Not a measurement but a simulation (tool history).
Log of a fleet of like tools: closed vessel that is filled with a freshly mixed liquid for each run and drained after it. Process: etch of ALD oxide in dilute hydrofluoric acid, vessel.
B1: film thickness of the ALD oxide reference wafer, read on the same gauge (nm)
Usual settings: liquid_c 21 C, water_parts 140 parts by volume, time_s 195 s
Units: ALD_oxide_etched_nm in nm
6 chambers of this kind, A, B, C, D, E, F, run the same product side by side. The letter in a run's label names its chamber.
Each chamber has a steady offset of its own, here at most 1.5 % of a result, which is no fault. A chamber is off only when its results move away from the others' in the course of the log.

Run 1F, day 0.533: usual settings; B1 40.005. Result: ALD_oxide_etched_nm 17.235 nm.
At day 0.729: chamber C: hydrofluoric acid flow meter replaced.
Run 2A, day 1.033: usual settings; B1 40.021. Result: ALD_oxide_etched_nm 16.938 nm.
Run 3B, day 1.429: usual settings; B1 40.003. Result: ALD_oxide_etched_nm 17.135 nm.
Run 4E, day 1.938: usual settings; B1 40.01. Result: ALD_oxide_etched_nm 17.165 nm.
At day 2.321: chamber F: thermometer replaced.
Run 5D, day 2.408: usual settings but liquid_c 18 C; B1 40.007. Result: ALD_oxide_etched_nm 15.064 nm.
Run 6C, day 2.854: usual settings but liquid_c 18 C; B1 39.972. Result: ALD_oxide_etched_nm 15.074 nm.
Run 7A, day 3.458: usual settings but liquid_c 18 C; B1 39.992. Result: ALD_oxide_etched_nm 15.138 nm.
Run 8E, day 4.042: usual settings but liquid_c 18 C; B1 40.019. Result: ALD_oxide_etched_nm 15.252 nm.
Run 9B, day 4.462: usual settings but liquid_c 18 C; B1 40.022. Result: ALD_oxide_etched_nm 15.012 nm.
Run 10F, day 4.858: usual settings but liquid_c 18 C; B1 39.992. Result: ALD_oxide_etched_nm 15.402 nm.
Run 11C, day 5.396: usual settings; B1 40.01. Result: ALD_oxide_etched_nm 17.124 nm.
Run 12D, day 5.946: usual settings; B1 39.99. Result: ALD_oxide_etched_nm 16.815 nm.
Run 13A, day 6.262: usual settings; B1 40.034. Result: ALD_oxide_etched_nm 17.047 nm.
Run 14B, day 6.608: usual settings; B1 40.006. Result: ALD_oxide_etched_nm 16.87 nm.
Run 15C, day 6.883: usual settings; B1 40. Result: ALD_oxide_etched_nm 16.915 nm.
Run 16D, day 7.246: usual settings; B1 40.011. Result: ALD_oxide_etched_nm 17.105 nm.
Run 17E, day 7.512: usual settings; B1 40.041. Result: ALD_oxide_etched_nm 16.961 nm.
Run 18F, day 8.1: usual settings; B1 40.024. Result: ALD_oxide_etched_nm 16.846 nm.
Run 19D, day 8.388: usual settings but liquid_c 25.5 C; B1 39.952. Result: ALD_oxide_etched_nm 20.106 nm.
At day 8.533: chamber E: thermometer replaced.
Run 20F, day 8.938: usual settings but liquid_c 25.5 C; B1 40.03. Result: ALD_oxide_etched_nm 20.678 nm.
Run 21C, day 9.333: usual settings but liquid_c 25.5 C; B1 39.985. Result: ALD_oxide_etched_nm 20.116 nm.
At day 9.671: chamber A: thermometer replaced.
Run 22A, day 9.771: usual settings but liquid_c 25.5 C; B1 39.987. Result: ALD_oxide_etched_nm 20.187 nm.
Run 23E, day 10.162: usual settings but liquid_c 25.5 C; B1 40.053. Result: ALD_oxide_etched_nm 20.505 nm.
Run 24B, day 10.7: usual settings but liquid_c 25.5 C; B1 39.985. Result: ALD_oxide_etched_nm 19.66 nm.
At day 10.804: chamber A: hydrofluoric acid flow meter replaced.
Run 25E, day 11.012: usual settings but water_parts 110 parts by volume; B1 39.996. Result: ALD_oxide_etched_nm 22.916 nm.
Run 26D, day 11.308: usual settings but water_parts 110 parts by volume; B1 40.013. Result: ALD_oxide_etched_nm 22.402 nm.
Run 27C, day 11.583: usual settings but water_parts 110 parts by volume; B1 40.003. Result: ALD_oxide_etched_nm 22.61 nm.
Run 28F, day 11.862: usual settings but water_parts 110 parts by volume; B1 40.021. Result: ALD_oxide_etched_nm 22.223 nm.
Run 29B, day 12.371: usual settings but water_parts 110 parts by volume; B1 39.983. Result: ALD_oxide_etched_nm 21.432 nm.
Run 30A, day 12.938: usual settings but water_parts 110 parts by volume; B1 40.01. Result: ALD_oxide_etched_nm 22.092 nm.
Run 31E, day 13.421: usual settings; B1 40.011. Result: ALD_oxide_etched_nm 17.513 nm.
At day 13.817: chamber F: hydrofluoric acid flow meter replaced.
Run 32D, day 13.892: usual settings; B1 39.987. Result: ALD_oxide_etched_nm 16.842 nm.
Run 33F, day 14.454: usual settings but liquid_c 18.5 C, water_parts 185 parts by volume; B1 40.009. Result: ALD_oxide_etched_nm 11.259 nm.
Run 34B, day 14.812: usual settings but liquid_c 18.5 C, water_parts 185 parts by volume; B1 39.999. Result: ALD_oxide_etched_nm 10.54 nm.
Run 35A, day 15.088: usual settings but liquid_c 18.5 C, water_parts 185 parts by volume; B1 40.026. Result: ALD_oxide_etched_nm 11.305 nm.
Run 36C, day 15.45: usual settings but liquid_c 18.5 C, water_parts 185 parts by volume; B1 40.01. Result: ALD_oxide_etched_nm 11.115 nm.
Run 37E, day 15.762: usual settings but liquid_c 18.5 C, water_parts 185 parts by volume; B1 40.012. Result: ALD_oxide_etched_nm 11.17 nm.
Run 38D, day 16.383: usual settings but liquid_c 18.5 C, water_parts 185 parts by volume; B1 39.963. Result: ALD_oxide_etched_nm 10.905 nm.
Run 39B, day 16.75: usual settings; B1 39.998. Result: ALD_oxide_etched_nm 15.786 nm.
Run 40F, day 17.267: usual settings; B1 39.95. Result: ALD_oxide_etched_nm 17.05 nm.

All 6 chambers run these settings next. Forecast each chamber's results:
Run 41A, day 17.708: usual settings. Result: ALD_oxide_etched_nm ?.
Run 41B, day 17.708: usual settings. Result: ALD_oxide_etched_nm ?.
Run 41C, day 17.708: usual settings. Result: ALD_oxide_etched_nm ?.
Run 41D, day 17.708: usual settings. Result: ALD_oxide_etched_nm ?.
Run 41E, day 17.708: usual settings. Result: ALD_oxide_etched_nm ?.
Run 41F, day 17.708: usual settings. Result: ALD_oxide_etched_nm ?.

run  ALD_oxide_etched_nm
41A               16.975
41B                15.66
41C               16.873
41D               16.815
41E               17.112
41F               16.865
